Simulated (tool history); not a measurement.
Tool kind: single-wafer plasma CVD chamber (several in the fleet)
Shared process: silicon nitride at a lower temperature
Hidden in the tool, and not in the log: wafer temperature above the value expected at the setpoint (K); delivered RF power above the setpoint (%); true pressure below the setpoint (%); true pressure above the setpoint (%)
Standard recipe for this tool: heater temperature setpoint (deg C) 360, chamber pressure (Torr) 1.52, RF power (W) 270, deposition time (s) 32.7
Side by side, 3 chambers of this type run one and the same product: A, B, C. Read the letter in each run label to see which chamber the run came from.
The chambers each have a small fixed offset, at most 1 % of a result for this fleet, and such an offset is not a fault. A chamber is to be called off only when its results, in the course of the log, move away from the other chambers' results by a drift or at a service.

| run | hour | heater temperature setpoint (deg C) | chamber pressure (Torr) | RF power (W) | deposition time (s) | hours since the last thermocouple change | hours since the last RF generator calibration | hours since the last manometer calibration | read-back reference wafer on the same gauge, thickness_nm | mean film thickness on the monitor wafer (angstrom) |
|---|---|---|---|---|---|---|---|---|---|---|
| 1B | 7.4 | 360 | 1.52 | 270 | 32.7 | 794.7 | 1140.9 | 282.4 | 35.655 | 352.93 |
| 2A | 14.7 | 360 | 1.52 | 270 | 32.7 | 1168.7 | 2012.6 | 33.9 | 35.743 | 352.79 |
| 3C | 24.3 | 360 | 1.52 | 270 | 32.7 | 1765.4 | 1716.7 | 106.2 | 35.661 | 353.99 |
| 4B | 33.5 | 360 | 1.52 | 270 | 32.7 | 820.8 | 1167 | 308.5 | 35.666 | 351.8 |
| 5A | 43 | 360 | 1.52 | 225 | 32.7 | 1197 | 2040.9 | 62.2 | 35.689 | 312.31 |
| 6C | 50.1 | 360 | 1.52 | 225 | 32.7 | 1791.2 | 1742.5 | 132 | 35.714 | 306.41 |
| 7C | 61.6 | 360 | 1.52 | 225 | 32.7 | 1802.7 | 1754 | 143.5 | 35.679 | 308.51 |
| 8B | 71.2 | 360 | 1.52 | 270 | 32.7 | 858.5 | 1204.7 | 346.2 | 35.707 | 353.23 |
| 9A | 77.6 | 360 | 1.52 | 270 | 32.7 | 1231.6 | 2075.5 | 96.8 | 35.703 | 352.57 |
| 10A | 89.9 | 360 | 1.52 | 270 | 32.7 | 1243.9 | 2087.8 | 109.1 | 35.683 | 354.3 |
| 11B | 100.2 | 360 | 1.52 | 270 | 32.7 | 887.5 | 1233.7 | 375.2 | 35.73 | 351.65 |
| 12C | 110.5 | 369 | 1.52 | 220 | 32.7 | 1851.6 | 1802.9 | 192.4 | 35.676 | 302.62 |
| 13A | 119.2 | 369 | 1.52 | 220 | 32.7 | 1273.2 | 2117.1 | 138.4 | 35.68 | 301.49 |
| 14B | 129.6 | 369 | 1.52 | 220 | 32.7 | 916.9 | 1263.1 | 404.6 | 35.705 | 302.3 |
| 15C | 138.1 | 360 | 1.52 | 270 | 32.7 | 1879.2 | 1830.5 | 220 | 35.699 | 352.43 |
| 16C | 149.4 | 360 | 1.52 | 270 | 32.7 | 1890.5 | 1841.8 | 231.3 | 35.681 | 352.09 |
| 17B | 158.1 | 360 | 1.52 | 270 | 32.7 | 945.4 | 1291.6 | 433.1 | 35.696 | 354.22 |
| 18A | 169 | 360 | 1.52 | 270 | 32.7 | 1323 | 2166.9 | 188.2 | 35.679 | 353.45 |
| 19C | 175.5 | 360 | 1.52 | 270 | 32.7 | 1916.6 | 1867.9 | 257.4 | 35.701 | 349.2 |
| 20B | 187.7 | 360 | 1.52 | 270 | 32.7 | 975 | 1321.2 | 462.7 | 35.654 | 353.38 |
| 21A | 200 | 360 | 1.52 | 270 | 32.7 | 1354 | 2197.9 | 219.2 | 35.688 | 352.23 |
| 22B | 210.9 | 360 | 1.52 | 270 | 32.7 | 998.2 | 1344.4 | 485.9 | 35.76 | 354.63 |
| 23A | 217 | 360 | 1.52 | 270 | 32.7 | 1371 | 2214.9 | 236.2 | 35.74 | 354 |
| 24C | 224.3 | 360 | 1.52 | 270 | 32.7 | 1965.4 | 1916.7 | 306.2 | 35.692 | 352.04 |
| 25C | 233.2 | 360 | 1.52 | 270 | 32.7 | 1974.3 | 1925.6 | 315.1 | 35.729 | 352.89 |
| 26B | 243.2 | 360 | 1.52 | 270 | 32.7 | 1030.5 | 1376.7 | 518.2 | 35.691 | 351.81 |
| 27A | 250.6 | 360 | 1.52 | 270 | 32.7 | 1404.6 | 2248.5 | 269.8 | 35.687 | 352.95 |
| 28B | 257.6 | 360 | 1.52 | 270 | 32.7 | 1044.9 | 1391.1 | 532.6 | 35.706 | 352.25 |
| 29C | 264.6 | 360 | 1.52 | 270 | 32.7 | 2005.7 | 1957 | 346.5 | 35.714 | 355.68 |
| 30A | 275.1 | 360 | 1.52 | 270 | 32.7 | 1429.1 | 2273 | 294.3 | 35.679 | 351.82 |
| 31B | 287.2 | 360 | 1.52 | 270 | 32.7 | 1074.5 | 1420.7 | 562.2 | 35.68 | 352.16 |
| 32C | 296.9 | 360 | 1.52 | 270 | 32.7 | 2038 | 1989.3 | 378.8 | 35.691 | 353.96 |

Is one chamber off against the others, does the gauge drift, or is nothing wrong? If a chamber is off, say which, and what the likeliest cause is.

No chamber is off and the gauge is stable; the differences are just each chamber's small, constant offset.

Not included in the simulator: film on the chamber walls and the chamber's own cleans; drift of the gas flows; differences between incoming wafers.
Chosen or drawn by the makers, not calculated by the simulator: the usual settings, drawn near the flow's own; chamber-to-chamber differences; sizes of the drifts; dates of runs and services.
